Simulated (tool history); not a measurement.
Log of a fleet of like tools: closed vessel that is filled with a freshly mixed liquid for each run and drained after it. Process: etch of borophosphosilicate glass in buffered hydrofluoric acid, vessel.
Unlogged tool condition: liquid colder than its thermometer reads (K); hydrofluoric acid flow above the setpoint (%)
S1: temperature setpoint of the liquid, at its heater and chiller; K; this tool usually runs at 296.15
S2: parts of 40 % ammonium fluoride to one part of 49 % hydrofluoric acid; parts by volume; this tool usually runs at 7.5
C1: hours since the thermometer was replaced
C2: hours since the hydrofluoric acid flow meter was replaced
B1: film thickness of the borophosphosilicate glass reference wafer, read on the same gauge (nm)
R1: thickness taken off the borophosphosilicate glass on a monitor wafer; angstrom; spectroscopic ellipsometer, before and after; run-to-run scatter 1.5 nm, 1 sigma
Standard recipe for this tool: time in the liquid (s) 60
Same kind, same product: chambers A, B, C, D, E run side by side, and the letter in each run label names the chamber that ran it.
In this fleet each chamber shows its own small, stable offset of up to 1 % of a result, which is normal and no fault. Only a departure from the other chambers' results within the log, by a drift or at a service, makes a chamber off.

Run 1B, hour 6.2: usual settings; C1 66.4; C2 731.4; B1 130.00. Result: R1 1810.40 angstrom.
Run 2A, hour 9.1: usual settings; C1 1950.5; C2 1583.8; B1 130.00. Result: R1 1800.90 angstrom.
Run 3C, hour 12.3: usual settings; C1 907.0; C2 1624.0; B1 130.01. Result: R1 1818.60 angstrom.
At hour 13.6: chamber C: hydrofluoric acid flow meter replaced.
Run 4D, hour 18.9: usual settings; C1 349.4; C2 1142.7; B1 129.99. Result: R1 1819.50 angstrom.
Run 5E, hour 25.0: usual settings; C1 1248.7; C2 314.8; B1 129.99. Result: R1 1851.70 angstrom.
Run 6C, hour 31.5: usual settings; C1 926.2; C2 18.0; B1 130.00. Result: R1 1814.80 angstrom.
Run 7E, hour 37.5: usual settings; C1 1261.2; C2 327.3; B1 130.03. Result: R1 1846.40 angstrom.
Run 8D, hour 43.7: usual settings; C1 374.2; C2 1167.5; B1 130.02. Result: R1 1850.20 angstrom.
Run 9A, hour 48.6: usual settings but S2 8.5 parts by volume; C1 1990.0; C2 1623.3; B1 130.00. Result: R1 1587.50 angstrom.
Run 10B, hour 54.2: usual settings but S2 8.5 parts by volume; C1 114.4; C2 779.4; B1 130.00. Result: R1 1575.30 angstrom.
Run 11E, hour 57.6: usual settings but S2 8.5 parts by volume; C1 1281.3; C2 347.4; B1 129.97. Result: R1 1596.20 angstrom.
Run 12A, hour 61.8: usual settings but S2 8.5 parts by volume; C1 2003.2; C2 1636.5; B1 130.01. Result: R1 1581.20 angstrom.
Run 13B, hour 67.8: usual settings but S2 8.5 parts by volume; C1 128.0; C2 793.0; B1 130.00. Result: R1 1586.00 angstrom.
Run 14D, hour 71.3: usual settings; C1 401.8; C2 1195.1; B1 130.02. Result: R1 1814.90 angstrom.
Run 15C, hour 74.5: usual settings; C1 969.2; C2 61.0; B1 129.99. Result: R1 1787.00 angstrom.
Run 16D, hour 78.9: usual settings; C1 409.4; C2 1202.7; B1 130.01. Result: R1 1829.70 angstrom.
Run 17E, hour 83.3: usual settings; C1 1307.0; C2 373.1; B1 129.99. Result: R1 1855.50 angstrom.
Run 18A, hour 88.7: usual settings; C1 2030.1; C2 1663.4; B1 129.99. Result: R1 1811.40 angstrom.
Run 19B, hour 94.3: usual settings; C1 154.5; C2 819.5; B1 130.00. Result: R1 1833.20 angstrom.
Run 20C, hour 98.1: usual settings; C1 992.8; C2 84.6; B1 129.99. Result: R1 1785.70 angstrom.
Run 21E, hour 103.5: usual settings; C1 1327.2; C2 393.3; B1 129.99. Result: R1 1921.40 angstrom.
Run 22C, hour 110.0: usual settings but S2 6.5 parts by volume; C1 1004.7; C2 96.5; B1 130.00. Result: R1 2082.80 angstrom.
Run 23A, hour 115.7: usual settings but S2 6.5 parts by volume; C1 2057.1; C2 1690.4; B1 130.00. Result: R1 2128.00 angstrom.
Run 24D, hour 122.1: usual settings but S2 6.5 parts by volume; C1 452.6; C2 1245.9; B1 129.98. Result: R1 2112.30 angstrom.
Run 25B, hour 127.8: usual settings but S2 6.5 parts by volume; C1 188.0; C2 853.0; B1 130.01. Result: R1 2082.60 angstrom.
Run 26D, hour 132.8: usual settings but S2 6.5 parts by volume; C1 463.3; C2 1256.6; B1 130.00. Result: R1 2090.70 angstrom.
Run 27B, hour 138.4: usual settings; C1 198.6; C2 863.6; B1 130.01. Result: R1 1831.20 angstrom.
Run 28A, hour 142.6: usual settings; C1 2084.0; C2 1717.3; B1 129.99. Result: R1 1828.40 angstrom.
Run 29C, hour 149.1: usual settings; C1 1043.8; C2 135.6; B1 130.02. Result: R1 1796.00 angstrom.
Run 30E, hour 155.1: usual settings; C1 1378.8; C2 444.9; B1 129.99. Result: R1 1950.40 angstrom.
Run 31C, hour 160.4: usual settings; C1 1055.1; C2 146.9; B1 129.99. Result: R1 1810.40 angstrom.

What goes on in this fleet: one chamber off, a drifting gauge, or nothing beyond the chambers' own small offsets? Name the chamber and the cause, if any.

One chamber, E, drifts off from the rest bit by bit.
Likeliest cause: hydrofluoric acid flow above the setpoint (%) = 7.27.
The log may not separate it from: liquid hotter than its thermometer reads (K).

Chamber E could run next with any of the 4 candidate recipes listed below; each alters the usual settings, and their results appear as question marks. Which one brings its results back in line with what the other chambers deliver on the usual settings?
Counts as in line when no further than this from what the other chambers average on the usual settings: R1 53.00 angstrom
Run 32E-1, hour 165.1: usual settings but time in the liquid (s) 55. Result: R1 ?.
Run 32E-2, hour 165.1: usual settings but time in the liquid (s) 65. Result: R1 ?.
Run 32E-3, hour 165.1: usual settings but S1 296.65 K. Result: R1 ?.
Run 32E-4, hour 165.1: usual settings but S1 295.65 K. Result: R1 ?.

Usual-settings mean across the other chambers: R1 1816.50 angstrom
  run       R1
32E-1  1796.40
32E-2  2123.00
32E-3  2012.20
32E-4  1908.40
With 32E-1, the chamber falls back in line with the rest.
